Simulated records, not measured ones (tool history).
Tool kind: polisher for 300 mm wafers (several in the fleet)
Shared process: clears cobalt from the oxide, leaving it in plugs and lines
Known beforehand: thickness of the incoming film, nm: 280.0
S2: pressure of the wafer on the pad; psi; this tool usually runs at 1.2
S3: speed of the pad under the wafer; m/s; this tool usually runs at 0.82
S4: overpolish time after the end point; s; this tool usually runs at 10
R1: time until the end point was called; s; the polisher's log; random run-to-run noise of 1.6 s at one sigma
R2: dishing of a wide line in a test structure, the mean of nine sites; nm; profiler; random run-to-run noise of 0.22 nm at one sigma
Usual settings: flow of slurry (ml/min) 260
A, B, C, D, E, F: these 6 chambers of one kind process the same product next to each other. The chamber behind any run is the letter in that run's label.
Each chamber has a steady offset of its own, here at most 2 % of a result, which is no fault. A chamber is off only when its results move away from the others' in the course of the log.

At hour 0.3: chamber D: worn pad replaced by a new one.
Run 1E, hour 13.8: usual settings. Result: R1 102.34 s, R2 20.894 nm.
Run 2A, hour 26.1: usual settings. Result: R1 105.25 s, R2 20.457 nm.
At hour 30.2: chamber F: slurry nozzle cleaned.
Run 3B, hour 37.4: usual settings. Result: R1 106.44 s, R2 20.508 nm.
At hour 38.1: chamber B: worn pad replaced by a new one.
Run 4D, hour 49.6: usual settings. Result: R1 107.04 s, R2 20.436 nm.
At hour 58.6: chamber E: head pressure recalibrated.
Run 5F, hour 58.7: usual settings. Result: R1 106.55 s, R2 20.76 nm.
At hour 61.9: chamber E: worn pad replaced by a new one.
At hour 63.5: chamber A: worn pad replaced by a new one.
At hour 64: chamber C: worn pad replaced by a new one.
Run 6C, hour 65.1: usual settings. Result: R1 106.13 s, R2 20.673 nm.
Run 7B, hour 72.5: usual settings. Result: R1 103.54 s, R2 20.903 nm.
At hour 80.4: chamber F: worn pad replaced by a new one.
Run 8C, hour 86.2: usual settings but S4 4 s. Result: R1 105.97 s, R2 9.5622 nm.
Run 9A, hour 97.5: usual settings but S4 4 s. Result: R1 108.91 s, R2 9.4074 nm.
At hour 102: chamber D: worn pad replaced by a new one.
Run 10E, hour 109.8: usual settings but S4 4 s. Result: R1 105.64 s, R2 9.5549 nm.
At hour 110.8: chamber A: slurry nozzle cleaned.
Run 11F, hour 123.2: usual settings but S4 4 s. Result: R1 105.03 s, R2 9.3664 nm.
Run 12D, hour 134.7: usual settings but S4 4 s. Result: R1 107.45 s, R2 9.3771 nm.
At hour 140.6: chamber B: worn pad replaced by a new one.
At hour 145.4: chamber C: worn pad replaced by a new one.
Run 13E, hour 148.2: usual settings but S4 4 s. Result: R1 105.79 s, R2 9.6098 nm.
At hour 155.7: chamber A: worn pad replaced by a new one.
Run 14C, hour 156.8: usual settings. Result: R1 105.19 s, R2 21.014 nm.
Run 15F, hour 166.3: usual settings. Result: R1 104.3 s, R2 20.549 nm.
At hour 173.3: chamber F: worn pad replaced by a new one.
Run 16B, hour 177.8: usual settings. Result: R1 104.78 s, R2 21.278 nm.
Run 17D, hour 185.9: usual settings. Result: R1 107.25 s, R2 20.981 nm.
At hour 188.4: chamber C: slurry nozzle cleaned.
Run 18A, hour 193.4: usual settings. Result: R1 107.03 s, R2 20.504 nm.
At hour 199.3: chamber D: worn pad replaced by a new one.
Run 19A, hour 202.2: usual settings. Result: R1 107.89 s, R2 20.455 nm.
At hour 202.5: chamber E: worn pad replaced by a new one.
At hour 206.2: chamber A: head pressure recalibrated.
Run 20D, hour 209.5: usual settings but S4 15 s. Result: R1 108.79 s, R2 28.071 nm.
At hour 214.3: chamber E: slurry nozzle cleaned.
Run 21E, hour 217.3: usual settings but S4 15 s. Result: R1 102.54 s, R2 28.402 nm.
Run 22C, hour 230.6: usual settings but S4 15 s. Result: R1 107.41 s, R2 28.097 nm.
At hour 236.6: chamber B: worn pad replaced by a new one.
Run 23F, hour 236.8: usual settings but S4 15 s. Result: R1 106.97 s, R2 28.347 nm.
Run 24B, hour 243.9: usual settings but S4 15 s. Result: R1 105.37 s, R2 28.49 nm.
At hour 244.1: chamber C: worn pad replaced by a new one.
At hour 247.6: chamber A: worn pad replaced by a new one.
Run 25B, hour 253.8: usual settings but S4 15 s. Result: R1 105.83 s, R2 27.774 nm.
At hour 264.3: chamber F: worn pad replaced by a new one.
Run 26A, hour 267.9: usual settings but flow of slurry (ml/min) 295, S2 0.9 psi. Result: R1 137.92 s, R2 16.484 nm.
Run 27E, hour 276.6: usual settings but flow of slurry (ml/min) 295, S2 0.9 psi. Result: R1 138.82 s, R2 16.971 nm.
Run 28F, hour 289.6: usual settings but flow of slurry (ml/min) 295, S2 0.9 psi. Result: R1 142.22 s, R2 16.498 nm.
At hour 302.2: chamber D: worn pad replaced by a new one.
Run 29C, hour 303.1: usual settings but flow of slurry (ml/min) 295, S2 0.9 psi. Result: R1 143.16 s, R2 16.658 nm.
At hour 310.9: chamber B: slurry nozzle cleaned.
Run 30D, hour 312.8: usual settings but flow of slurry (ml/min) 295, S2 0.9 psi. Result: R1 140.26 s, R2 16.717 nm.
Run 31A, hour 324.6: usual settings but flow of slurry (ml/min) 295, S2 0.9 psi. Result: R1 136.58 s, R2 16.569 nm.
Run 32E, hour 336.9: usual settings. Result: R1 103.93 s, R2 21.298 nm.
At hour 339.5: chamber B: worn pad replaced by a new one.
At hour 344: chamber E: worn pad replaced by a new one.
At hour 345: chamber C: worn pad replaced by a new one.
At hour 345.4: chamber A: worn pad replaced by a new one.
At hour 349.1: chamber F: slurry nozzle cleaned.
Run 33D, hour 350.3: usual settings. Result: R1 110.32 s, R2 20.596 nm.
Run 34C, hour 358.9: usual settings. Result: R1 104 s, R2 20.54 nm.
Run 35F, hour 367.6: usual settings. Result: R1 107.64 s, R2 21.144 nm.
At hour 369: chamber F: worn pad replaced by a new one.
Run 36B, hour 380.2: usual settings. Result: R1 106.25 s, R2 21.074 nm.
At hour 389.5: chamber D: worn pad replaced by a new one.
Run 37F, hour 392.2: usual settings. Result: R1 105.62 s, R2 20.581 nm.
At hour 398.2: chamber D: slurry nozzle cleaned.
Run 38B, hour 405.4: usual settings. Result: R1 106.34 s, R2 20.802 nm.
Run 39D, hour 417.3: usual settings. Result: R1 105.98 s, R2 20.099 nm.
Run 40A, hour 428.6: usual settings. Result: R1 107.76 s, R2 21.187 nm.
At hour 435: chamber C: worn pad replaced by a new one.
Run 41E, hour 437.1: usual settings. Result: R1 105.31 s, R2 20.864 nm.
Run 42C, hour 450.5: usual settings. Result: R1 106.1 s, R2 20.472 nm.

Is one chamber off against the others, does the gauge drift, or is nothing wrong? If a chamber is off, say which, and what the likeliest cause is.

No chamber stands off beyond its own small offset, and the gauge holds steady.
